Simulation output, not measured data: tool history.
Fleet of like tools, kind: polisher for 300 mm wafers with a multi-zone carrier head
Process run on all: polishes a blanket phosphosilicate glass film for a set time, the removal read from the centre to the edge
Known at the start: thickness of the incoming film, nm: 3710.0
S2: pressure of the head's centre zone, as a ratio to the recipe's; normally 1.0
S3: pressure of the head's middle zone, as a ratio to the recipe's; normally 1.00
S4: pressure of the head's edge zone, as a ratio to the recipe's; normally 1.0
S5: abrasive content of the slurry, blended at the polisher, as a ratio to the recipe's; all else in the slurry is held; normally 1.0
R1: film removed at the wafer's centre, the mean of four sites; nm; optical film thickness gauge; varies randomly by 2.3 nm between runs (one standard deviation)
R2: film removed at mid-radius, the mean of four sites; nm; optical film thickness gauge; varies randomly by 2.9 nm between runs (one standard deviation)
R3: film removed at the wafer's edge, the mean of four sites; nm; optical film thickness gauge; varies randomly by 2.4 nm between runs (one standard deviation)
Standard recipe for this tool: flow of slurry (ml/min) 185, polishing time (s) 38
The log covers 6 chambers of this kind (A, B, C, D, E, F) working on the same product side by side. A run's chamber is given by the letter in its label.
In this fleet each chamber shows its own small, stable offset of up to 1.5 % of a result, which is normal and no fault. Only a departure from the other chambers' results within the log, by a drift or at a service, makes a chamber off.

{"hour": 4.7, "done": "chamber F: worn pad replaced by a new one"}
{"hour": 10.0, "done": "chamber D: worn pad replaced by a new one"}
{"run": "1C", "hour": 10.8, "flow of slurry (ml/min)": 185, "S2": 1.0, "S3": 1.0, "S4": 1.0, "S5": 1.0, "polishing time (s)": 38, "R1": 258.99, "R2": 248.46, "R3": 253.32}
{"hour": 12.2, "done": "chamber A: slurry nozzle cleaned"}
{"hour": 18.0, "done": "chamber A: worn pad replaced by a new one"}
{"run": "2A", "hour": 19.3, "flow of slurry (ml/min)": 185, "S2": 1.0, "S3": 1.0, "S4": 1.0, "S5": 1.0, "polishing time (s)": 38, "R1": 256.33, "R2": 254.41, "R3": 250.29}
{"hour": 25.1, "done": "chamber E: worn pad replaced by a new one"}
{"hour": 26.3, "done": "chamber C: worn pad replaced by a new one"}
{"run": "3D", "hour": 29.0, "flow of slurry (ml/min)": 185, "S2": 1.0, "S3": 1.0, "S4": 1.0, "S5": 1.0, "polishing time (s)": 38, "R1": 248.73, "R2": 252.28, "R3": 255.93}
{"run": "4E", "hour": 37.1, "flow of slurry (ml/min)": 185, "S2": 1.0, "S3": 1.0, "S4": 1.0, "S5": 1.0, "polishing time (s)": 38, "R1": 251.75, "R2": 253.15, "R3": 249.68}
{"hour": 37.4, "done": "chamber A: edge zone pressure recalibrated"}
{"hour": 44.2, "done": "chamber D: edge zone pressure recalibrated"}
{"run": "5F", "hour": 45.6, "flow of slurry (ml/min)": 185, "S2": 1.0, "S3": 1.0, "S4": 1.0, "S5": 1.0, "polishing time (s)": 38, "R1": 252.58, "R2": 249.44, "R3": 255.65}
{"run": "6B", "hour": 52.8, "flow of slurry (ml/min)": 155, "S2": 1.0, "S3": 1.04, "S4": 1.0, "S5": 1.0, "polishing time (s)": 38, "R1": 240.29, "R2": 252.56, "R3": 243.69}
{"run": "7A", "hour": 60.4, "flow of slurry (ml/min)": 155, "S2": 1.0, "S3": 1.04, "S4": 1.0, "S5": 1.0, "polishing time (s)": 38, "R1": 249.92, "R2": 257.17, "R3": 242.45}
{"hour": 63.1, "done": "chamber B: slurry nozzle cleaned"}
{"hour": 65.9, "done": "chamber B: worn pad replaced by a new one"}
{"run": "8D", "hour": 71.4, "flow of slurry (ml/min)": 155, "S2": 1.0, "S3": 1.04, "S4": 1.0, "S5": 1.0, "polishing time (s)": 38, "R1": 239.48, "R2": 248.89, "R3": 247.96}
{"hour": 71.9, "done": "chamber F: worn pad replaced by a new one"}
{"hour": 72.5, "done": "chamber A: worn pad replaced by a new one"}
{"run": "9E", "hour": 79.5, "flow of slurry (ml/min)": 155, "S2": 1.0, "S3": 1.04, "S4": 1.0, "S5": 1.0, "polishing time (s)": 38, "R1": 242.93, "R2": 260.88, "R3": 248.36}
{"hour": 79.6, "done": "chamber D: worn pad replaced by a new one"}
{"run": "10B", "hour": 86.8, "flow of slurry (ml/min)": 155, "S2": 1.0, "S3": 1.04, "S4": 1.0, "S5": 1.0, "polishing time (s)": 38, "R1": 238.04, "R2": 251.31, "R3": 248.5}
{"hour": 94.8, "done": "chamber B: centre zone pressure recalibrated"}
{"run": "11C", "hour": 95.2, "flow of slurry (ml/min)": 155, "S2": 1.0, "S3": 1.04, "S4": 1.0, "S5": 1.0, "polishing time (s)": 38, "R1": 245.4, "R2": 252.78, "R3": 246.77}
{"hour": 105.1, "done": "chamber E: worn pad replaced by a new one"}
{"run": "12F", "hour": 106.3, "flow of slurry (ml/min)": 185, "S2": 1.0, "S3": 1.0, "S4": 1.1, "S5": 1.0, "polishing time (s)": 38, "R1": 253.25, "R2": 253.76, "R3": 269.56}
{"hour": 110.7, "done": "chamber E: edge zone pressure recalibrated"}
{"run": "13A", "hour": 113.9, "flow of slurry (ml/min)": 185, "S2": 1.0, "S3": 1.0, "S4": 1.1, "S5": 1.0, "polishing time (s)": 38, "R1": 253.32, "R2": 250.61, "R3": 263.54}
{"run": "14E", "hour": 118.8, "flow of slurry (ml/min)": 185, "S2": 1.0, "S3": 1.0, "S4": 1.1, "S5": 1.0, "polishing time (s)": 38, "R1": 254.75, "R2": 250.41, "R3": 266.68}
{"run": "15C", "hour": 126.7, "flow of slurry (ml/min)": 185, "S2": 1.0, "S3": 1.0, "S4": 1.1, "S5": 1.0, "polishing time (s)": 38, "R1": 252.43, "R2": 250.58, "R3": 270.53}
{"hour": 129.6, "done": "chamber F: slurry nozzle cleaned"}
{"run": "16F", "hour": 133.4, "flow of slurry (ml/min)": 185, "S2": 1.0, "S3": 1.0, "S4": 1.1, "S5": 1.0, "polishing time (s)": 38, "R1": 250.67, "R2": 251.81, "R3": 264.93}
{"hour": 140.2, "done": "chamber F: worn pad replaced by a new one"}
{"hour": 143.4, "done": "chamber A: worn pad replaced by a new one"}
{"run": "17D", "hour": 143.4, "flow of slurry (ml/min)": 185, "S2": 1.0, "S3": 1.0, "S4": 1.1, "S5": 1.0, "polishing time (s)": 38, "R1": 247.72, "R2": 255.44, "R3": 265.0}
{"hour": 149.8, "done": "chamber C: slurry nozzle cleaned"}
{"run": "18B", "hour": 152.3, "flow of slurry (ml/min)": 185, "S2": 1.0, "S3": 1.0, "S4": 1.0, "S5": 1.0, "polishing time (s)": 38, "R1": 248.04, "R2": 253.05, "R3": 253.19}
{"hour": 156.5, "done": "chamber D: worn pad replaced by a new one"}
{"hour": 159.1, "done": "chamber C: worn pad replaced by a new one"}
{"run": "19D", "hour": 159.8, "flow of slurry (ml/min)": 185, "S2": 1.0, "S3": 1.0, "S4": 1.0, "S5": 1.0, "polishing time (s)": 38, "R1": 250.06, "R2": 250.47, "R3": 250.97}
{"run": "20A", "hour": 166.9, "flow of slurry (ml/min)": 185, "S2": 1.0, "S3": 1.09, "S4": 1.0, "S5": 1.0, "polishing time (s)": 31, "R1": 209.01, "R2": 224.71, "R3": 207.19}
{"hour": 175.2, "done": "chamber C: centre zone pressure recalibrated"}
{"run": "21E", "hour": 175.9, "flow of slurry (ml/min)": 185, "S2": 1.0, "S3": 1.09, "S4": 1.0, "S5": 1.0, "polishing time (s)": 31, "R1": 204.26, "R2": 223.16, "R3": 206.79}
{"hour": 176.8, "done": "chamber A: centre zone pressure recalibrated"}
{"hour": 177.0, "done": "chamber E: worn pad replaced by a new one"}
{"run": "22C", "hour": 186.0, "flow of slurry (ml/min)": 185, "S2": 1.0, "S3": 1.09, "S4": 1.0, "S5": 1.0, "polishing time (s)": 31, "R1": 222.17, "R2": 223.12, "R3": 205.6}
{"hour": 192.3, "done": "chamber B: worn pad replaced by a new one"}
{"run": "23F", "hour": 195.8, "flow of slurry (ml/min)": 185, "S2": 1.0, "S3": 1.09, "S4": 1.0, "S5": 1.0, "polishing time (s)": 31, "R1": 207.0, "R2": 228.91, "R3": 201.06}
{"hour": 197.3, "done": "chamber A: worn pad replaced by a new one"}
{"hour": 202.7, "done": "chamber F: worn pad replaced by a new one"}
{"run": "24B", "hour": 204.9, "flow of slurry (ml/min)": 185, "S2": 1.0, "S3": 1.09, "S4": 1.0, "S5": 1.0, "polishing time (s)": 31, "R1": 206.14, "R2": 219.86, "R3": 206.5}
{"run": "25E", "hour": 211.2, "flow of slurry (ml/min)": 185, "S2": 1.0, "S3": 1.09, "S4": 1.0, "S5": 1.0, "polishing time (s)": 31, "R1": 210.81, "R2": 225.83, "R3": 206.43}
{"run": "26A", "hour": 216.9, "flow of slurry (ml/min)": 185, "S2": 1.0, "S3": 1.0, "S4": 1.0, "S5": 1.0, "polishing time (s)": 38, "R1": 252.36, "R2": 259.49, "R3": 247.59}
{"run": "27B", "hour": 227.4, "flow of slurry (ml/min)": 185, "S2": 1.0, "S3": 1.0, "S4": 1.0, "S5": 1.0, "polishing time (s)": 38, "R1": 246.82, "R2": 249.23, "R3": 250.97}
{"hour": 232.4, "done": "chamber D: worn pad replaced by a new one"}
{"run": "28F", "hour": 235.5, "flow of slurry (ml/min)": 185, "S2": 1.0, "S3": 1.0, "S4": 1.0, "S5": 1.0, "polishing time (s)": 38, "R1": 252.89, "R2": 250.96, "R3": 252.34}
{"run": "29D", "hour": 240.7, "flow of slurry (ml/min)": 185, "S2": 1.0, "S3": 1.0, "S4": 1.0, "S5": 1.0, "polishing time (s)": 38, "R1": 249.97, "R2": 250.59, "R3": 254.47}
{"run": "30C", "hour": 247.3, "flow of slurry (ml/min)": 185, "S2": 1.0, "S3": 1.0, "S4": 1.0, "S5": 1.0, "polishing time (s)": 38, "R1": 271.65, "R2": 250.38, "R3": 251.24}
{"hour": 253.5, "done": "chamber E: worn pad replaced by a new one"}
{"hour": 254.5, "done": "chamber A: worn pad replaced by a new one"}
{"run": "31B", "hour": 255.6, "flow of slurry (ml/min)": 185, "S2": 1.0, "S3": 1.0, "S4": 1.0, "S5": 1.0, "polishing time (s)": 38, "R1": 251.42, "R2": 255.76, "R3": 254.49}
{"run": "32F", "hour": 265.7, "flow of slurry (ml/min)": 185, "S2": 1.0, "S3": 1.0, "S4": 1.0, "S5": 1.0, "polishing time (s)": 38, "R1": 249.74, "R2": 251.26, "R3": 246.71}
{"run": "33C", "hour": 273.4, "flow of slurry (ml/min)": 185, "S2": 1.0, "S3": 1.0, "S4": 1.0, "S5": 1.0, "polishing time (s)": 38, "R1": 279.08, "R2": 251.21, "R3": 255.28}
{"run": "34A", "hour": 279.1, "flow of slurry (ml/min)": 185, "S2": 1.0, "S3": 1.0, "S4": 1.0, "S5": 1.0, "polishing time (s)": 38, "R1": 254.32, "R2": 253.09, "R3": 253.78}
{"run": "35D", "hour": 285.7, "flow of slurry (ml/min)": 185, "S2": 1.0, "S3": 1.0, "S4": 1.0, "S5": 1.0, "polishing time (s)": 38, "R1": 246.17, "R2": 253.91, "R3": 247.04}
{"run": "36E", "hour": 295.3, "flow of slurry (ml/min)": 185, "S2": 1.0, "S3": 1.0, "S4": 1.0, "S5": 1.0, "polishing time (s)": 38, "R1": 256.91, "R2": 251.21, "R3": 253.64}
{"hour": 297.3, "done": "chamber A: slurry nozzle cleaned"}
{"hour": 303.3, "done": "chamber B: slurry nozzle cleaned"}
{"run": "37A", "hour": 304.0, "flow of slurry (ml/min)": 185, "S2": 1.0, "S3": 1.05, "S4": 1.0, "S5": 0.7, "polishing time (s)": 38, "R1": 214.91, "R2": 224.69, "R3": 210.35}
{"run": "38C", "hour": 309.2, "flow of slurry (ml/min)": 185, "S2": 1.0, "S3": 1.05, "S4": 1.0, "S5": 0.7, "polishing time (s)": 38, "R1": 230.03, "R2": 221.08, "R3": 214.47}
{"run": "39B", "hour": 314.3, "flow of slurry (ml/min)": 185, "S2": 1.0, "S3": 1.05, "S4": 1.0, "S5": 0.7, "polishing time (s)": 38, "R1": 205.69, "R2": 220.7, "R3": 212.02}

Is one chamber off against the others, does the gauge drift, or is nothing wrong? If a chamber is off, say which, and what the likeliest cause is.

A service left chamber C off against the others.
Most likely cause: centre zone's pressure above its setpoint, % = 6.66.

Chamber C could run next with any of the 4 candidate recipes listed below; each alters the usual settings, and their results appear as question marks. Which one brings its results back in line with what the other chambers deliver on the usual settings?
Maximum distance from the other chambers' mean on the usual settings for a result to count as in line: R1 8.10 nm; R2 10.00 nm; R3 8.40 nm
{"run": "40C-1", "hour": 322.2, "flow of slurry (ml/min)": 185, "S2": 0.98, "S3": 1.0, "S4": 1.01, "S5": 1.0, "polishing time (s)": 38, "R1": "?", "R2": "?", "R3": "?"}
{"run": "40C-2", "hour": 322.2, "flow of slurry (ml/min)": 180, "S2": 0.94, "S3": 1.01, "S4": 1.02, "S5": 1.0, "polishing time (s)": 38, "R1": "?", "R2": "?", "R3": "?"}
{"run": "40C-3", "hour": 322.2, "flow of slurry (ml/min)": 190, "S2": 1.06, "S3": 0.99, "S4": 0.98, "S5": 1.0, "polishing time (s)": 38, "R1": "?", "R2": "?", "R3": "?"}
{"run": "40C-4", "hour": 322.2, "flow of slurry (ml/min)": 185, "S2": 1.02, "S3": 1.0, "S4": 0.99, "S5": 1.0, "polishing time (s)": 38, "R1": "?", "R2": "?", "R3": "?"}

Average result of the remaining chambers running the usual settings: R1 251.88 nm; R2 252.43 nm; R3 252.63 nm
run=40C-1 R1=266.02 R2=251.50 R3=254.06
run=40C-2 R1=252.79 R2=252.77 R3=254.54
run=40C-3 R1=291.39 R2=250.11 R3=250.83
run=40C-4 R1=278.05 R2=251.45 R3=251.37
Change 40C-2 lands the chamber within the allowed miss of the other chambers.
